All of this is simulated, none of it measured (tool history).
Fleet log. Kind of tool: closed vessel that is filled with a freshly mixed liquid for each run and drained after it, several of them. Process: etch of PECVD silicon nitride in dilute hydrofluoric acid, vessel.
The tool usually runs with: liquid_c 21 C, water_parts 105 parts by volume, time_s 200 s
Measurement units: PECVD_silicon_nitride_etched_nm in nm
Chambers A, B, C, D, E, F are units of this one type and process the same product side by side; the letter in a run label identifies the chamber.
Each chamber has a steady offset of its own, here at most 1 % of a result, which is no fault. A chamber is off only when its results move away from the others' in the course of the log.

| run | day | liquid_c | water_parts | time_s | hours since the thermometer was replaced | hours since the hydrofluoric acid flow meter was replaced | read-back film thickness of the PECVD silicon nitride reference wafer, read on the same gauge (nm) | PECVD_silicon_nitride_etched_nm |
|---|---|---|---|---|---|---|---|---|
| 1A | 0.225 | 21 | 105 | 200 | 1867.5 | 363.9 | 40.014 | 5.6959 |
| 2F | 0.338 | 21 | 105 | 200 | 684.9 | 462.5 | 39.929 | 5.7706 |
| 3B | 0.446 | 21 | 105 | 200 | 1743.4 | 1889.2 | 40.002 | 5.6834 |
| 4D | 0.604 | 21 | 105 | 200 | 1380.9 | 1554.1 | 39.994 | 5.6982 |
| 5E | 0.838 | 21 | 105 | 200 | 329.4 | 807.8 | 39.976 | 5.6831 |
| 6C | 0.950 | 21 | 105 | 200 | 886.0 | 1033.9 | 39.993 | 5.6437 |
| 7C | 1.192 | 21 | 105 | 200 | 891.8 | 1039.7 | 39.929 | 5.6955 |
| 8B | 1.438 | 21 | 105 | 200 | 1767.2 | 1913.0 | 40.021 | 5.6821 |
| 9D | 1.558 | 21 | 105 | 200 | 1403.8 | 1577.0 | 40.005 | 5.6742 |
| 10E | 1.729 | 21 | 105 | 200 | 350.8 | 829.2 | 40.026 | 5.7019 |
| 11F | 1.854 | 21 | 105 | 200 | 721.3 | 498.9 | 40.010 | 5.7695 |
| 12A | 1.992 | 21 | 105 | 200 | 1909.9 | 406.3 | 39.999 | 5.7161 |
| 13D | 2.208 | 21 | 105 | 200 | 1419.4 | 1592.6 | 40.017 | 5.6980 |
| 14C | 2.317 | 21 | 105 | 200 | 918.8 | 1066.7 | 39.965 | 5.6469 |
| 15B | 2.488 | 23 | 145 | 200 | 1792.4 | 1938.2 | 39.986 | 4.7754 |
| 16E | 2.662 | 23 | 145 | 200 | 373.2 | 851.6 | 39.981 | 4.6982 |
| 17A | 2.796 | 23 | 145 | 200 | 1929.2 | 425.6 | 40.003 | 4.7622 |
| 18F | 3.029 | 23 | 145 | 200 | 749.5 | 527.1 | 39.955 | 4.7842 |
| 19C | 3.138 | 23 | 145 | 200 | 938.5 | 1086.4 | 39.989 | 4.6756 |
| 20F | 3.296 | 23 | 145 | 200 | 755.9 | 533.5 | 39.983 | 4.8174 |
| 21A | 3.425 | 21 | 105 | 200 | 1944.3 | 440.7 | 39.992 | 5.6972 |
| 22B | 3.662 | 21 | 90 | 200 | 1820.6 | 1966.4 | 40.009 | 6.6164 |
| 23E | 3.838 | 21 | 90 | 200 | 401.4 | 879.8 | 39.998 | 6.6150 |
| 24D | 3.967 | 21 | 90 | 200 | 1461.6 | 1634.8 | 39.977 | 6.5953 |
| 25C | 4.142 | 21 | 90 | 200 | 962.6 | 1110.5 | 40.027 | 6.6295 |
| 26D | 4.375 | 21 | 90 | 200 | 1471.4 | 1644.6 | 39.981 | 6.5761 |
| 27A | 4.529 | 21 | 90 | 200 | 1970.8 | 467.2 | 40.025 | 6.6111 |
| 28E | 4.654 | 21 | 105 | 200 | 421.0 | 899.4 | 40.006 | 5.6912 |
| 29B | 4.892 | 21 | 105 | 200 | 1850.1 | 1995.9 | 39.952 | 5.7258 |
| 30F | 5.104 | 21 | 105 | 200 | 799.3 | 576.9 | 40.030 | 5.7564 |
| 31A | 5.254 | 21 | 105 | 200 | 1988.2 | 484.6 | 39.999 | 5.6962 |
| 32F | 5.488 | 21 | 105 | 200 | 808.5 | 586.1 | 39.989 | 5.7545 |
| 33B | 5.671 | 21 | 105 | 200 | 1868.8 | 2014.6 | 40.013 | 5.7225 |
| 34C | 5.779 | 21 | 105 | 200 | 1001.9 | 1149.8 | 39.949 | 5.6794 |
| 35E | 6.004 | 21 | 105 | 200 | 453.4 | 931.8 | 39.998 | 5.7004 |
| 36D | 6.208 | 21 | 105 | 200 | 1515.4 | 1688.6 | 39.984 | 5.7225 |
| 37A | 6.375 | 21 | 105 | 200 | 2015.1 | 511.5 | 40.036 | 5.6985 |
| 38F | 6.538 | 21 | 105 | 200 | 833.7 | 611.3 | 40.004 | 5.7449 |
| 39C | 6.729 | 21 | 105 | 200 | 1024.7 | 1172.6 | 40.003 | 5.6903 |
|  | 6.788 | chamber B: hydrofluoric acid flow meter replaced |
| 40E | 6.946 | 21 | 105 | 200 | 476.0 | 954.4 | 40.008 | 5.6961 |
| 41D | 7.096 | 21 | 105 | 200 | 1536.7 | 1709.9 | 40.001 | 5.7045 |
| 42B | 7.254 | 21 | 105 | 200 | 1906.8 | 11.3 | 40.015 | 5.6662 |
| 43A | 7.417 | 18 | 75 | 200 | 2040.1 | 536.5 | 40.011 | 6.3807 |
| 44F | 7.571 | 18 | 75 | 200 | 858.5 | 636.1 | 39.997 | 6.5371 |

Is one chamber off against the others, does the gauge drift, or is nothing wrong? If a chamber is off, say which, and what the likeliest cause is.

No chamber stands off beyond its own small offset, and the gauge holds steady.

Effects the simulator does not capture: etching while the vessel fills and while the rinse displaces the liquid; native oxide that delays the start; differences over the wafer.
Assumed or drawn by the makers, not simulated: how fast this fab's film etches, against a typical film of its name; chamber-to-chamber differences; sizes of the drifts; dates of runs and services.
